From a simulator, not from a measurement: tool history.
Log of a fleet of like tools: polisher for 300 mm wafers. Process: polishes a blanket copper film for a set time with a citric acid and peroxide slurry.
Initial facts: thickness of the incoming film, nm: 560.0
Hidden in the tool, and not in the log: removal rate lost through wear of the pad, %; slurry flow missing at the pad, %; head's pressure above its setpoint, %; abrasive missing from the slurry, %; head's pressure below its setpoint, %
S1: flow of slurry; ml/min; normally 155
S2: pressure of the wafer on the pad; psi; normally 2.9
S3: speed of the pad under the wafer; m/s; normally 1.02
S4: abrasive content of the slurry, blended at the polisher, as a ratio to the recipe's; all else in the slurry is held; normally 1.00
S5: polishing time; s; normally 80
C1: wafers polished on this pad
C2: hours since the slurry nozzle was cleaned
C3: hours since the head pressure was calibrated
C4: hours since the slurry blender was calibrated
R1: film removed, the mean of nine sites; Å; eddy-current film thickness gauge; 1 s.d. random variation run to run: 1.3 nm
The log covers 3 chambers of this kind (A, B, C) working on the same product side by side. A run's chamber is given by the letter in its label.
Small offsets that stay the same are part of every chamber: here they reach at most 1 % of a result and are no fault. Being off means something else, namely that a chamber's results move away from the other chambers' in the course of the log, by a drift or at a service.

run,day,S1,S2,S3,S4,S5,C1,C2,C3,C4,R1
1B,0.467,155,2.9,1.02,1.00,80,795,646.6,545.4,38.4,1481.3
2C,0.933,155,2.9,1.02,1.00,80,319,22.9,716.5,252.7,1502.1
3A,1.200,155,2.9,1.02,1.00,80,1154,350.7,179.5,225.3,1471.3
4A,1.504,155,2.9,1.02,1.00,80,1247,358.0,186.8,232.6,1501.4
# day 1.596: chamber A: worn pad replaced by a new one
# day 1.792: chamber B: worn pad replaced by a new one
5B,2.042,155,2.9,1.02,1.00,80,76,684.4,583.2,76.2,1497.7
6C,2.550,155,2.9,1.02,1.00,80,810,61.7,755.3,291.5,1492.4
# day 2.692: chamber C: worn pad replaced by a new one
7B,3.025,155,2.9,1.02,1.00,80,374,708.0,606.8,99.8,1501.3
8C,3.262,155,2.9,1.02,1.00,80,174,78.8,772.4,308.6,1494.5
9A,3.783,120,2.9,1.02,1.00,80,664,412.7,241.5,287.3,1420.0
10B,4.029,120,2.9,1.02,1.00,80,679,732.1,630.9,123.9,1437.5
# day 4.042: chamber B: slurry nozzle cleaned
11C,4.375,120,2.9,1.02,1.00,80,512,105.5,799.1,335.3,1413.1
12A,4.700,155,2.9,1.02,1.00,80,943,434.7,263.5,309.3,1486.5
13C,5.179,155,2.9,1.02,1.00,80,756,124.8,818.4,354.6,1506.1
# day 5.383: chamber B: worn pad replaced by a new one
# day 5.546: chamber A: worn pad replaced by a new one
# day 5.646: chamber C: slurry blender recalibrated
14B,5.679,155,2.9,1.02,1.00,80,89,39.3,670.5,163.5,1510.9
# day 5.821: chamber C: worn pad replaced by a new one
15A,5.921,155,2.9,1.02,1.00,80,114,464.0,292.8,338.6,1452.5
16A,6.283,155,2.9,1.24,1.00,90,224,472.7,301.5,347.3,2022.9
17C,6.542,155,2.9,1.24,1.00,90,220,157.5,851.1,21.6,2049.0
18B,6.800,155,2.9,1.24,1.00,90,430,66.2,697.4,190.4,2016.4
19B,7.142,155,2.9,1.02,1.00,80,533,74.4,705.6,198.6,1482.4
20C,7.588,155,2.9,1.02,1.00,80,537,182.6,876.2,46.7,1510.3
21A,8.088,155,2.9,1.02,1.00,80,772,516.0,344.8,390.6,1491.7
# day 8.454: chamber C: worn pad replaced by a new one
22A,8.538,155,2.9,1.02,1.00,80,909,526.8,355.6,401.4,1491.2
23C,8.850,155,2.9,1.02,1.00,80,120,212.9,906.5,77.0,1486.4
# day 8.892: chamber C: head pressure recalibrated
# day 8.971: chamber A: slurry blender recalibrated
24B,9.229,155,2.9,1.02,1.00,80,1167,124.5,755.7,248.7,1492.3
25A,9.571,155,2.9,1.16,1.00,80,1223,551.6,380.4,14.5,1686.6
# day 9.654: chamber B: worn pad replaced by a new one
# day 9.808: chamber A: worn pad replaced by a new one
26B,9.925,155,2.9,1.16,1.00,80,82,141.2,772.4,265.4,1700.3
27C,10.392,155,2.9,1.16,1.00,80,588,249.9,36.1,114.0,1514.0
28A,10.896,155,2.9,1.02,1.00,80,331,583.4,412.2,46.3,1488.5
# day 10.942: chamber C: worn pad replaced by a new one
29B,11.408,155,2.9,1.24,0.85,80,532,176.8,808.0,301.0,1762.2
30C,11.933,155,2.9,1.24,0.85,80,301,286.9,73.1,151.0,1542.0
31C,12.300,155,2.9,1.24,0.85,80,412,295.7,81.9,159.8,1560.9
32A,12.775,155,2.9,1.02,1.00,80,901,628.5,457.3,91.4,1482.7
# day 13.246: chamber A: slurry nozzle cleaned
33B,13.292,155,2.9,1.02,1.00,80,1104,222.0,853.2,346.2,1483.2
34A,13.825,155,2.9,1.02,1.00,80,1220,14.0,482.5,116.6,1505.6

Predict what each chamber gives when all 3 of them run the settings below next.
35A,14.217,155,2.9,1.02,1.15,80,,,,,?
35B,14.217,155,2.9,1.02,1.15,80,,,,,?
35C,14.217,155,2.9,1.02,1.15,80,,,,,?

run,R1
35A,1550.3
35B,1526.9
35C,1368.8
